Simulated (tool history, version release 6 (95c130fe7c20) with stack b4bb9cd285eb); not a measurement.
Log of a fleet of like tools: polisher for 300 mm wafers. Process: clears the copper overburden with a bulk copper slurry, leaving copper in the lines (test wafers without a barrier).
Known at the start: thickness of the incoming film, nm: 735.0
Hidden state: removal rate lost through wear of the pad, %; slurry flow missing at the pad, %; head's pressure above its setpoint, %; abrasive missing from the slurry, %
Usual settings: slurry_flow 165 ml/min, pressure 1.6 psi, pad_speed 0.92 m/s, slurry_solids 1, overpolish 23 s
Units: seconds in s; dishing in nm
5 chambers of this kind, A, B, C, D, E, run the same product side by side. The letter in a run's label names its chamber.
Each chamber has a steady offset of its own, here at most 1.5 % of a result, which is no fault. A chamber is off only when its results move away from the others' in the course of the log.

| run | hour | slurry_flow | pressure | pad_speed | slurry_solids | overpolish | wafers polished on this pad | hours since the slurry nozzle was cleaned | hours since the head pressure was calibrated | hours since the slurry blender was calibrated | seconds | dishing |
|---|---|---|---|---|---|---|---|---|---|---|---|---|
|  | 0.2 | chamber A: slurry blender recalibrated |
|  | 3.6 | chamber A: worn pad replaced by a new one |
| 1E | 13 | 165 | 1.6 | 0.92 | 1 | 23 | 211 | 274.9 | 246.6 | 103.3 | 178.88 | 54.661 |
| 2A | 20.1 | 165 | 1.6 | 0.92 | 1 | 23 | 132 | 262.3 | 375.8 | 19.9 | 181.36 | 52.829 |
| 3D | 30.3 | 165 | 1.6 | 0.92 | 1 | 23 | 1158 | 214.1 | 207.6 | 365.9 | 183.03 | 51.473 |
| 4C | 43.8 | 165 | 1.6 | 0.92 | 1 | 23 | 1086 | 84.3 | 325.2 | 293.2 | 182.78 | 52.203 |
|  | 51.9 | chamber D: worn pad replaced by a new one |
| 5B | 55.3 | 165 | 1.6 | 0.92 | 1 | 23 | 942 | 135.4 | 165.3 | 186.5 | 184.34 | 54.195 |
| 6E | 63.3 | 165 | 1.6 | 0.68 | 1 | 30 | 615 | 325.2 | 296.9 | 153.6 | 238.82 | 51.359 |
| 7D | 74 | 165 | 1.6 | 0.68 | 1 | 30 | 178 | 257.8 | 251.3 | 409.6 | 244.33 | 53.538 |
| 8A | 85.9 | 165 | 1.6 | 0.68 | 1 | 30 | 662 | 328.1 | 441.6 | 85.7 | 242.67 | 56.755 |
| 9B | 97.4 | 165 | 1.6 | 0.68 | 1 | 30 | 1280 | 177.5 | 207.4 | 228.6 | 249.85 | 52.179 |
|  | 99.4 | chamber B: slurry blender recalibrated |
|  | 102.8 | chamber E: worn pad replaced by a new one |
| 10C | 108.2 | 165 | 1.6 | 0.68 | 1 | 30 | 1604 | 148.7 | 389.6 | 357.6 | 251.23 | 52.542 |
|  | 110.5 | chamber B: worn pad replaced by a new one |
|  | 116.6 | chamber D: slurry blender recalibrated |
| 11C | 122 | 165 | 1.6 | 0.92 | 1 | 23 | 1715 | 162.5 | 403.4 | 371.4 | 186.96 | 54.956 |
| 12B | 133.3 | 165 | 1.6 | 0.92 | 1.15 | 19 | 184 | 213.4 | 243.3 | 33.9 | 178.8 | 48.293 |
| 13E | 142.4 | 165 | 1.6 | 0.92 | 1.15 | 19 | 319 | 404.3 | 376 | 232.7 | 177.68 | 47.88 |
| 14D | 148.8 | 165 | 1.6 | 0.92 | 1.15 | 19 | 780 | 332.6 | 326.1 | 32.3 | 178.08 | 47.135 |
|  | 149.2 | chamber C: slurry blender recalibrated |
|  | 151.3 | chamber A: worn pad replaced by a new one |
| 15A | 159.3 | 165 | 1.6 | 0.92 | 1.15 | 19 | 65 | 401.5 | 515 | 159.1 | 172.28 | 48.422 |
| 16C | 166.4 | 165 | 1.6 | 0.92 | 1.15 | 19 | 2072 | 206.9 | 447.8 | 17.3 | 178.65 | 45.448 |
| 17D | 177.4 | 165 | 1.6 | 0.92 | 1 | 23 | 1010 | 361.2 | 354.7 | 60.9 | 182.84 | 52.798 |
| 18E | 184.2 | 165 | 1.6 | 0.92 | 1 | 23 | 655 | 446.1 | 417.8 | 274.5 | 179.63 | 54.76 |
| 19A | 195.9 | 130 | 1.6 | 0.92 | 0.75 | 23 | 359 | 438.1 | 551.6 | 195.7 | 199.81 | 53.048 |
|  | 198.7 | chamber C: slurry nozzle cleaned |
| 20B | 206.5 | 130 | 1.6 | 0.92 | 0.75 | 23 | 772 | 286.6 | 316.5 | 107.1 | 204.26 | 48.84 |
|  | 219.7 | chamber E: worn pad replaced by a new one |
| 21A | 220.8 | 130 | 1.6 | 0.92 | 0.75 | 23 | 559 | 463 | 576.5 | 220.6 | 200.73 | 52.939 |
| 22B | 228.1 | 130 | 1.6 | 0.92 | 0.75 | 23 | 946 | 308.2 | 338.1 | 128.7 | 202.33 | 50.159 |
| 23E | 237.5 | 130 | 1.6 | 0.92 | 0.75 | 23 | 143 | 499.4 | 471.1 | 327.8 | 203.41 | 51.728 |
|  | 243.4 | chamber D: slurry nozzle cleaned |
|  | 243.5 | chamber D: worn pad replaced by a new one |
| 24C | 251.2 | 165 | 1.6 | 0.92 | 1 | 23 | 2754 | 52.5 | 532.6 | 102.1 | 195.53 | 51.347 |
|  | 259 | chamber B: worn pad replaced by a new one |
|  | 260.6 | chamber B: head pressure recalibrated |
|  | 261.2 | chamber E: slurry blender recalibrated |
| 25D | 262.2 | 165 | 1.6 | 1.16 | 1 | 13 | 150 | 18.8 | 439.5 | 145.7 | 144.9 | 39.829 |
| 26E | 271.7 | 165 | 1.6 | 1.16 | 1 | 13 | 418 | 533.6 | 505.3 | 10.6 | 144.45 | 41.457 |
| 27D | 278.6 | 165 | 1.6 | 1.16 | 1 | 13 | 282 | 35.2 | 455.9 | 162.1 | 146.04 | 42.904 |
| 28A | 287.1 | 165 | 1.6 | 1.16 | 1 | 13 | 1092 | 529.3 | 642.8 | 286.9 | 143.61 | 41.628 |
|  | 288.6 | chamber D: head pressure recalibrated |
| 29B | 298.4 | 165 | 1.6 | 1.16 | 1 | 13 | 317 | 378.5 | 37.9 | 199 | 143.71 | 43.105 |
| 30C | 307.2 | 165 | 1.6 | 0.92 | 1 | 23 | 3205 | 108.5 | 588.6 | 158.1 | 199.74 | 48.777 |
|  | 311.2 | chamber A: worn pad replaced by a new one |
|  | 316 | chamber B: slurry blender recalibrated |
|  | 318.3 | chamber A: slurry blender recalibrated |
| 31E | 318.4 | 165 | 1.6 | 0.92 | 1 | 23 | 794 | 580.3 | 552 | 57.3 | 180.14 | 55.278 |
|  | 325.3 | chamber E: head pressure recalibrated |
| 32A | 332.5 | 165 | 1.6 | 0.92 | 1 | 23 | 171 | 574.7 | 688.2 | 14.3 | 183.46 | 51.736 |
| 33D | 342.4 | 165 | 1.6 | 0.92 | 1 | 23 | 795 | 99 | 53.9 | 225.9 | 181.34 | 54.755 |
|  | 348.7 | chamber E: worn pad replaced by a new one |
| 34C | 352.7 | 165 | 1.6 | 0.78 | 1 | 23 | 3571 | 154 | 634.1 | 203.6 | 240.21 | 45.58 |
| 35B | 365.5 | 165 | 1.6 | 0.78 | 1 | 23 | 857 | 445.6 | 105 | 49.5 | 217.56 | 48.366 |
| 36A | 374.8 | 165 | 1.6 | 0.78 | 1 | 23 | 512 | 617 | 730.5 | 56.6 | 212.49 | 47.99 |
| 37D | 381.4 | 165 | 1.6 | 0.78 | 1 | 23 | 1109 | 138 | 92.9 | 264.9 | 217.41 | 49.054 |
| 38C | 391.6 | 165 | 1.6 | 0.78 | 1 | 23 | 3884 | 192.9 | 673 | 242.5 | 243.92 | 43.051 |
| 39E | 400.6 | 165 | 1.6 | 0.92 | 1 | 23 | 417 | 662.5 | 75.3 | 139.5 | 177.5 | 52.912 |
| 40B | 409.7 | 165 | 1.6 | 0.92 | 1 | 23 | 1212 | 489.8 | 149.2 | 93.7 | 183.39 | 54.059 |
| 41B | 418.9 | 165 | 1.6 | 0.92 | 1 | 23 | 1286 | 499 | 158.4 | 102.9 | 181.88 | 54.192 |

Next, every chamber runs the same settings. What will each give?
| 42A | 429.4 | 165 | 1.6 | 0.92 | 1 | 23 |  |  |  |  | ? | ? |
| 42B | 429.4 | 165 | 1.6 | 0.92 | 1 | 23 |  |  |  |  | ? | ? |
| 42C | 429.4 | 165 | 1.6 | 0.92 | 1 | 23 |  |  |  |  | ? | ? |
| 42D | 429.4 | 165 | 1.6 | 0.92 | 1 | 23 |  |  |  |  | ? | ? |
| 42E | 429.4 | 165 | 1.6 | 0.92 | 1 | 23 |  |  |  |  | ? | ? |

| run | seconds | dishing |
|---|---|---|
| 42A | 177.35 | 55.809 |
| 42B | 184.25 | 54.747 |
| 42C | 208.73 | 47.792 |
| 42D | 180.96 | 52.399 |
| 42E | 180.12 | 54.328 |
